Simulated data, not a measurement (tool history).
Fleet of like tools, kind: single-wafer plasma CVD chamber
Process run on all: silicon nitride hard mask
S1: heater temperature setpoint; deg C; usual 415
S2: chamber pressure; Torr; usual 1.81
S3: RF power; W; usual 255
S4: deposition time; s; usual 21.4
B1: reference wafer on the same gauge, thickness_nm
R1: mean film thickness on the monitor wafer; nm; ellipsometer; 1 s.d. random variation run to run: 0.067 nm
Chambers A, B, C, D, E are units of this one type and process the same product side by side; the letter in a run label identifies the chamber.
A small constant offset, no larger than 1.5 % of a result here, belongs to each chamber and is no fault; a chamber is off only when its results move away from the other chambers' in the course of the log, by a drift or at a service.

{"run": "1D", "hour": 6.1, "S1": 415, "S2": 1.81, "S3": 255, "S4": 21.4, "B1": 25.684, "R1": 22.608}
{"run": "2A", "hour": 10.2, "S1": 415, "S2": 1.81, "S3": 255, "S4": 21.4, "B1": 25.721, "R1": 22.873}
{"run": "3C", "hour": 15.4, "S1": 415, "S2": 1.81, "S3": 255, "S4": 21.4, "B1": 25.719, "R1": 22.333}
{"run": "4B", "hour": 19.7, "S1": 415, "S2": 1.81, "S3": 255, "S4": 21.4, "B1": 25.711, "R1": 22.806}
{"run": "5E", "hour": 23.9, "S1": 415, "S2": 1.81, "S3": 255, "S4": 21.4, "B1": 25.699, "R1": 22.656}
{"run": "6C", "hour": 27.0, "S1": 415, "S2": 1.81, "S3": 255, "S4": 21.4, "B1": 25.715, "R1": 22.462}
{"run": "7B", "hour": 29.9, "S1": 415, "S2": 1.81, "S3": 255, "S4": 21.4, "B1": 25.702, "R1": 22.864}
{"run": "8A", "hour": 33.1, "S1": 415, "S2": 1.81, "S3": 230, "S4": 21.4, "B1": 25.691, "R1": 21.362}
{"run": "9D", "hour": 36.9, "S1": 415, "S2": 1.81, "S3": 230, "S4": 21.4, "B1": 25.716, "R1": 21.003}
{"run": "10E", "hour": 42.9, "S1": 415, "S2": 1.81, "S3": 230, "S4": 21.4, "B1": 25.708, "R1": 21.174}
{"run": "11D", "hour": 48.7, "S1": 415, "S2": 1.81, "S3": 230, "S4": 21.4, "B1": 25.682, "R1": 21.089}
{"run": "12C", "hour": 53.7, "S1": 415, "S2": 1.81, "S3": 230, "S4": 21.4, "B1": 25.705, "R1": 20.673}
{"run": "13B", "hour": 59.7, "S1": 415, "S2": 1.81, "S3": 255, "S4": 21.4, "B1": 25.686, "R1": 22.84}
{"run": "14A", "hour": 64.1, "S1": 415, "S2": 1.81, "S3": 255, "S4": 21.4, "B1": 25.698, "R1": 22.933}
{"run": "15E", "hour": 68.8, "S1": 415, "S2": 1.81, "S3": 255, "S4": 21.4, "B1": 25.709, "R1": 22.726}
{"run": "16C", "hour": 74.6, "S1": 403, "S2": 1.81, "S3": 300, "S4": 21.4, "B1": 25.692, "R1": 25.227}
{"run": "17B", "hour": 78.1, "S1": 403, "S2": 1.81, "S3": 300, "S4": 21.4, "B1": 25.69, "R1": 25.45}
{"run": "18A", "hour": 81.6, "S1": 403, "S2": 1.81, "S3": 300, "S4": 21.4, "B1": 25.701, "R1": 25.76}
{"run": "19D", "hour": 86.6, "S1": 403, "S2": 1.81, "S3": 300, "S4": 21.4, "B1": 25.713, "R1": 25.239}
{"run": "20E", "hour": 90.4, "S1": 403, "S2": 1.81, "S3": 300, "S4": 21.4, "B1": 25.712, "R1": 25.388}
{"run": "21D", "hour": 94.8, "S1": 415, "S2": 1.81, "S3": 255, "S4": 21.4, "B1": 25.696, "R1": 22.508}
{"run": "22A", "hour": 100.7, "S1": 415, "S2": 1.81, "S3": 255, "S4": 21.4, "B1": 25.694, "R1": 23.001}
{"run": "23E", "hour": 103.6, "S1": 415, "S2": 1.81, "S3": 255, "S4": 21.4, "B1": 25.707, "R1": 22.605}
{"run": "24B", "hour": 106.8, "S1": 415, "S2": 1.81, "S3": 255, "S4": 21.4, "B1": 25.68, "R1": 22.771}
{"run": "25C", "hour": 111.2, "S1": 415, "S2": 1.81, "S3": 255, "S4": 21.4, "B1": 25.669, "R1": 22.256}
{"run": "26D", "hour": 115.9, "S1": 415, "S2": 2.25, "S3": 280, "S4": 21.4, "B1": 25.706, "R1": 25.233}
{"run": "27B", "hour": 119.8, "S1": 415, "S2": 2.25, "S3": 280, "S4": 21.4, "B1": 25.698, "R1": 25.702}
{"run": "28A", "hour": 124.4, "S1": 415, "S2": 2.25, "S3": 280, "S4": 21.4, "B1": 25.709, "R1": 25.928}
{"run": "29C", "hour": 129.5, "S1": 415, "S2": 2.25, "S3": 280, "S4": 21.4, "B1": 25.692, "R1": 25.246}
{"run": "30E", "hour": 133.0, "S1": 415, "S2": 2.25, "S3": 280, "S4": 21.4, "B1": 25.71, "R1": 25.499}
{"run": "31C", "hour": 138.4, "S1": 415, "S2": 1.81, "S3": 255, "S4": 21.4, "B1": 25.685, "R1": 22.515}
{"run": "32D", "hour": 142.3, "S1": 415, "S2": 1.81, "S3": 255, "S4": 21.4, "B1": 25.696, "R1": 22.243}
{"run": "33A", "hour": 146.6, "S1": 415, "S2": 1.81, "S3": 255, "S4": 21.4, "B1": 25.702, "R1": 22.906}
{"run": "34B", "hour": 152.4, "S1": 415, "S2": 1.81, "S3": 255, "S4": 21.4, "B1": 25.718, "R1": 22.819}
{"run": "35E", "hour": 157.7, "S1": 415, "S2": 1.81, "S3": 255, "S4": 21.4, "B1": 25.701, "R1": 22.701}
{"run": "36B", "hour": 163.2, "S1": 415, "S2": 1.81, "S3": 255, "S4": 21.4, "B1": 25.682, "R1": 22.877}
{"run": "37D", "hour": 168.7, "S1": 415, "S2": 1.81, "S3": 255, "S4": 21.4, "B1": 25.718, "R1": 22.003}
{"run": "38A", "hour": 173.4, "S1": 415, "S2": 1.81, "S3": 255, "S4": 21.4, "B1": 25.698, "R1": 23.014}
{"run": "39E", "hour": 176.4, "S1": 415, "S2": 1.81, "S3": 255, "S4": 21.4, "B1": 25.711, "R1": 22.772}
{"run": "40C", "hour": 182.0, "S1": 415, "S2": 1.81, "S3": 255, "S4": 21.4, "B1": 25.699, "R1": 22.5}
{"run": "41A", "hour": 187.5, "S1": 415, "S2": 1.81, "S3": 255, "S4": 21.4, "B1": 25.693, "R1": 23.022}

Is one chamber out of step, is the gauge drifting, or do the chambers differ by no more than their own small offsets? For an off chamber, give its letter and the likeliest cause.

Chamber D drifts away from the others.
What lies behind it: delivered RF power below the setpoint (%) = 4.26.

Which of the 4 candidates below, each the usual settings with something changed and its results left as question marks, puts chamber D back in line with what the other chambers give on the usual settings?
In-line tolerance around the mean of the other chambers on the usual settings: R1 0.230 nm
{"run": "42D-1", "hour": 191.8, "S1": 415, "S2": 1.81, "S3": 255, "S4": 22.7, "R1": "?"}
{"run": "42D-2", "hour": 191.8, "S1": 415, "S2": 1.8, "S3": 250, "S4": 21.0, "R1": "?"}
{"run": "42D-3", "hour": 191.8, "S1": 415, "S2": 1.73, "S3": 240, "S4": 21.4, "R1": "?"}
{"run": "42D-4", "hour": 191.8, "S1": 415, "S2": 1.82, "S3": 260, "S4": 21.8, "R1": "?"}

Average result of the remaining chambers running the usual settings: R1 22.701 nm
run=42D-1 R1=23.251
run=42D-2 R1=21.187
run=42D-3 R1=20.751
run=42D-4 R1=22.669
42D-4 is the one that brings the chamber's results back in line with the other chambers.

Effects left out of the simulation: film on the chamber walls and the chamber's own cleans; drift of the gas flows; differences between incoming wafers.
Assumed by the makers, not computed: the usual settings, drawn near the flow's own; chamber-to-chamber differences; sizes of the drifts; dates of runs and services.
